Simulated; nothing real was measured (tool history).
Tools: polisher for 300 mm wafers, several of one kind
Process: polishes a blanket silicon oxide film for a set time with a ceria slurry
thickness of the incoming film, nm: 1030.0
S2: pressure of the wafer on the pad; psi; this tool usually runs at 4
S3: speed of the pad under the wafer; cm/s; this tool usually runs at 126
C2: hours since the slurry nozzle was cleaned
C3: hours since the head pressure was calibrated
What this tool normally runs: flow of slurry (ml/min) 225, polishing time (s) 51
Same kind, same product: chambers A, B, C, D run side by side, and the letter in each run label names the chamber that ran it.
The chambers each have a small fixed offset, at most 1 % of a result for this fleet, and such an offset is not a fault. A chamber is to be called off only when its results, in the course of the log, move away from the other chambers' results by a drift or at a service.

Run 1D, day 0.229: usual settings; wafers polished on this pad 504; C2 205.8; C3 442.4. Result: film removed (nm) 307.4.
Run 2C, day 0.462: usual settings; wafers polished on this pad 433; C2 259.7; C3 235.2. Result: film removed (nm) 317.2.
At day 0.725: chamber D: worn pad replaced by a new one.
Run 3B, day 0.738: usual settings; wafers polished on this pad 573; C2 126.2; C3 509.4. Result: film removed (nm) 336.59.
Run 4A, day 0.933: usual settings; wafers polished on this pad 367; C2 231.1; C3 877.5. Result: film removed (nm) 316.91.
At day 0.967: chamber B: worn pad replaced by a new one.
Run 5A, day 1.088: usual settings; wafers polished on this pad 396; C2 234.8; C3 881.2. Result: film removed (nm) 313.56.
Run 6C, day 1.338: usual settings; wafers polished on this pad 595; C2 280.7; C3 256.2. Result: film removed (nm) 314.66.
Run 7D, day 1.562: usual settings; wafers polished on this pad 155; C2 237.8; C3 474.4. Result: film removed (nm) 321.75.
Run 8B, day 1.796: usual settings; wafers polished on this pad 153; C2 151.6; C3 534.8. Result: film removed (nm) 334.6.
At day 2.021: chamber A: worn pad replaced by a new one.
At day 2.075: chamber C: slurry nozzle cleaned.
Run 9A, day 2.092: usual settings; wafers polished on this pad 13; C2 258.9; C3 905.3. Result: film removed (nm) 325.85.
Run 10B, day 2.254: usual settings; wafers polished on this pad 238; C2 162.6; C3 545.8. Result: film removed (nm) 334.76.
Run 11D, day 2.425: usual settings but flow of slurry (ml/min) 265, polishing time (s) 58; wafers polished on this pad 314; C2 258.5; C3 495.1. Result: film removed (nm) 371.72.
Run 12C, day 2.6: usual settings but flow of slurry (ml/min) 265, polishing time (s) 58; wafers polished on this pad 828; C2 12.6; C3 286.5. Result: film removed (nm) 362.48.
Run 13C, day 2.783: usual settings but flow of slurry (ml/min) 265, polishing time (s) 58; wafers polished on this pad 862; C2 17; C3 290.9. Result: film removed (nm) 366.89.
Run 14B, day 2.946: usual settings but flow of slurry (ml/min) 265, polishing time (s) 58; wafers polished on this pad 366; C2 179.2; C3 562.4. Result: film removed (nm) 389.34.
Run 15A, day 3.133: usual settings but flow of slurry (ml/min) 195, S2 2.6 psi; wafers polished on this pad 206; C2 283.9; C3 930.3. Result: film removed (nm) 204.61.
At day 3.279: chamber C: worn pad replaced by a new one.
Run 16D, day 3.325: usual settings but flow of slurry (ml/min) 195, S2 2.6 psi; wafers polished on this pad 480; C2 280.1; C3 516.7. Result: film removed (nm) 210.34.
Run 17D, day 3.546: usual settings but flow of slurry (ml/min) 195, S2 2.6 psi; wafers polished on this pad 521; C2 285.4; C3 522. Result: film removed (nm) 205.68.
At day 3.621: chamber D: worn pad replaced by a new one.
Run 18C, day 3.862: usual settings but flow of slurry (ml/min) 195, S2 2.6 psi; wafers polished on this pad 107; C2 42.9; C3 316.8. Result: film removed (nm) 198.72.
At day 3.892: chamber B: worn pad replaced by a new one.
Run 19A, day 4.038: usual settings but S2 4.7 psi; wafers polished on this pad 373; C2 305.6; C3 952. Result: film removed (nm) 379.41.
Run 20B, day 4.192: usual settings but S2 4.7 psi; wafers polished on this pad 55; C2 209.1; C3 592.3. Result: film removed (nm) 399.81.
Run 21B, day 4.512: usual settings but S2 4.7 psi; wafers polished on this pad 115; C2 216.8; C3 600. Result: film removed (nm) 403.26.
Run 22D, day 4.708: usual settings but S2 4.7 psi; wafers polished on this pad 201; C2 313.3; C3 549.9. Result: film removed (nm) 369.11.
Run 23A, day 5: usual settings; wafers polished on this pad 550; C2 328.7; C3 975.1. Result: film removed (nm) 315.2.
Run 24C, day 5.271: usual settings; wafers polished on this pad 368; C2 76.7; C3 350.6. Result: film removed (nm) 319.61.
Run 25B, day 5.525: usual settings but flow of slurry (ml/min) 270, S3 98 cm/s; wafers polished on this pad 302; C2 241.1; C3 624.3. Result: film removed (nm) 277.95.

All chambers now run identical settings, listed one chamber a line with results as question marks. What results will each chamber show?
Run 26A, day 5.762: usual settings but S3 110 cm/s. Result: film removed (nm) ?.
Run 26B, day 5.762: usual settings but S3 110 cm/s. Result: film removed (nm) ?.
Run 26C, day 5.762: usual settings but S3 110 cm/s. Result: film removed (nm) ?.
Run 26D, day 5.762: usual settings but S3 110 cm/s. Result: film removed (nm) ?.

run  film removed (nm)
26A             278.12
26B             300.43
26C             277.73
26D             280.34
